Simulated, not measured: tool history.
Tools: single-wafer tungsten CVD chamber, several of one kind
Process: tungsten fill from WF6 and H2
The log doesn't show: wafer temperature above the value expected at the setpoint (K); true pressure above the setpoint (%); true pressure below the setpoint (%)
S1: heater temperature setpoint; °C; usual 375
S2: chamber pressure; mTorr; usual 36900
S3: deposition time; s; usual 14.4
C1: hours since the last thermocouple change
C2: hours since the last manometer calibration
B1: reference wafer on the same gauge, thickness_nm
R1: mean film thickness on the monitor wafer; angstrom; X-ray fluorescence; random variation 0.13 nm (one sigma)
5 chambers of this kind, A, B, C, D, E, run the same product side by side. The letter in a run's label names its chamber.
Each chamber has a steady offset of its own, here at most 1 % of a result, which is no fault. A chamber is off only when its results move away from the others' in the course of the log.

run 1C hour=9.5 | S1=375 S2=36900 S3=14.4 | C1=46.1 C2=1142.2 | B1=32.173 | R1=278.39
run 2D hour=22.8 | S1=375 S2=36900 S3=14.4 | C1=1978.4 C2=31.6 | B1=32.199 | R1=279.5
run 3A hour=35.6 | S1=375 S2=36900 S3=14.4 | C1=1641.5 C2=626.1 | B1=32.184 | R1=281.05
run 4E hour=44.8 | S1=375 S2=36900 S3=14.4 | C1=520.8 C2=251.6 | B1=32.18 | R1=285.07
run 5B hour=57.5 | S1=375 S2=36900 S3=14.4 | C1=780.1 C2=1104.5 | B1=32.25 | R1=281.29
run 6A hour=63.9 | S1=375 S2=36900 S3=14.4 | C1=1669.8 C2=654.4 | B1=32.176 | R1=285.06
run 7B hour=74 | S1=375 S2=36900 S3=14.4 | C1=796.6 C2=1121 | B1=32.149 | R1=282.51
run 8C hour=84.2 | S1=375 S2=36900 S3=14.4 | C1=120.8 C2=1216.9 | B1=32.141 | R1=279.01
run 9D hour=98.2 | S1=375 S2=36900 S3=14.4 | C1=2053.8 C2=107 | B1=32.225 | R1=280.8
run 10E hour=108.4 | S1=375 S2=36900 S3=14.4 | C1=584.4 C2=315.2 | B1=32.235 | R1=283.67
run 11D hour=115.8 | S1=375 S2=36900 S3=14.4 | C1=2071.4 C2=124.6 | B1=32.216 | R1=281.75
run 12A hour=127.3 | S1=375 S2=36900 S3=14.4 | C1=1733.2 C2=717.8 | B1=32.171 | R1=282.21
run 13C hour=135.2 | S1=375 S2=36900 S3=14.4 | C1=171.8 C2=1267.9 | B1=32.205 | R1=280.15
run 14B hour=149.3 | S1=375 S2=36900 S3=14.4 | C1=871.9 C2=1196.3 | B1=32.172 | R1=281.65
run 15E hour=162.3 | S1=375 S2=36900 S3=14.4 | C1=638.3 C2=369.1 | B1=32.21 | R1=283.95
run 16D hour=171.3 | S1=375 S2=36900 S3=14.4 | C1=2126.9 C2=180.1 | B1=32.171 | R1=277.61
run 17B hour=181.5 | S1=375 S2=36900 S3=14.4 | C1=904.1 C2=1228.5 | B1=32.199 | R1=283.57
-- hour=191.6 chamber C: capacitance manometer re-zeroed and calibrated
run 18E hour=191.8 | S1=375 S2=36900 S3=14.4 | C1=667.8 C2=398.6 | B1=32.208 | R1=283.86
run 19C hour=202.4 | S1=375 S2=36900 S3=14.4 | C1=239 C2=10.8 | B1=32.208 | R1=278.05
run 20A hour=209.7 | S1=375 S2=36900 S3=14.4 | C1=1815.6 C2=800.2 | B1=32.201 | R1=283.95
-- hour=211.8 chamber D: thermocouple changed; heater temperature recalibrated
run 21B hour=218 | S1=375 S2=36900 S3=14.4 | C1=940.6 C2=1265 | B1=32.216 | R1=284.18
run 22D hour=225.1 | S1=375 S2=34100 S3=14.4 | C1=13.4 C2=233.9 | B1=32.178 | R1=282.82
run 23E hour=235.2 | S1=375 S2=34100 S3=14.4 | C1=711.2 C2=442 | B1=32.193 | R1=274.77
run 24C hour=245.2 | S1=375 S2=34100 S3=14.4 | C1=281.8 C2=53.6 | B1=32.188 | R1=271.17
-- hour=247.1 chamber B: thermocouple changed; heater temperature recalibrated
run 25A hour=254.1 | S1=375 S2=34100 S3=14.4 | C1=1860 C2=844.6 | B1=32.214 | R1=272.04
run 26B hour=262.9 | S1=375 S2=34100 S3=14.4 | C1=15.9 C2=1309.9 | B1=32.211 | R1=272.2
run 27C hour=269.2 | S1=367 S2=42200 S3=14.4 | C1=305.8 C2=77.6 | B1=32.218 | R1=254.94
run 28E hour=281.2 | S1=367 S2=42200 S3=14.4 | C1=757.2 C2=488 | B1=32.225 | R1=256.54
run 29A hour=295.2 | S1=367 S2=42200 S3=14.4 | C1=1901.1 C2=885.7 | B1=32.213 | R1=253.99
run 30D hour=306.5 | S1=367 S2=42200 S3=14.4 | C1=94.8 C2=315.3 | B1=32.198 | R1=265.97
run 31E hour=319.6 | S1=367 S2=42200 S3=14.4 | C1=795.6 C2=526.4 | B1=32.242 | R1=257.19
run 32D hour=327.7 | S1=375 S2=36900 S3=14.4 | C1=116 C2=336.5 | B1=32.198 | R1=296.02

All 5 chambers run these settings next. Forecast each chamber's results:
run 33A hour=338.1 | S1=375 S2=36900 S3=15.4 | R1=?
run 33B hour=338.1 | S1=375 S2=36900 S3=15.4 | R1=?
run 33C hour=338.1 | S1=375 S2=36900 S3=15.4 | R1=?
run 33D hour=338.1 | S1=375 S2=36900 S3=15.4 | R1=?
run 33E hour=338.1 | S1=375 S2=36900 S3=15.4 | R1=?

run=33A R1=303.66
run=33B R1=302.42
run=33C R1=301.25
run=33D R1=313.61
run=33E R1=304.9

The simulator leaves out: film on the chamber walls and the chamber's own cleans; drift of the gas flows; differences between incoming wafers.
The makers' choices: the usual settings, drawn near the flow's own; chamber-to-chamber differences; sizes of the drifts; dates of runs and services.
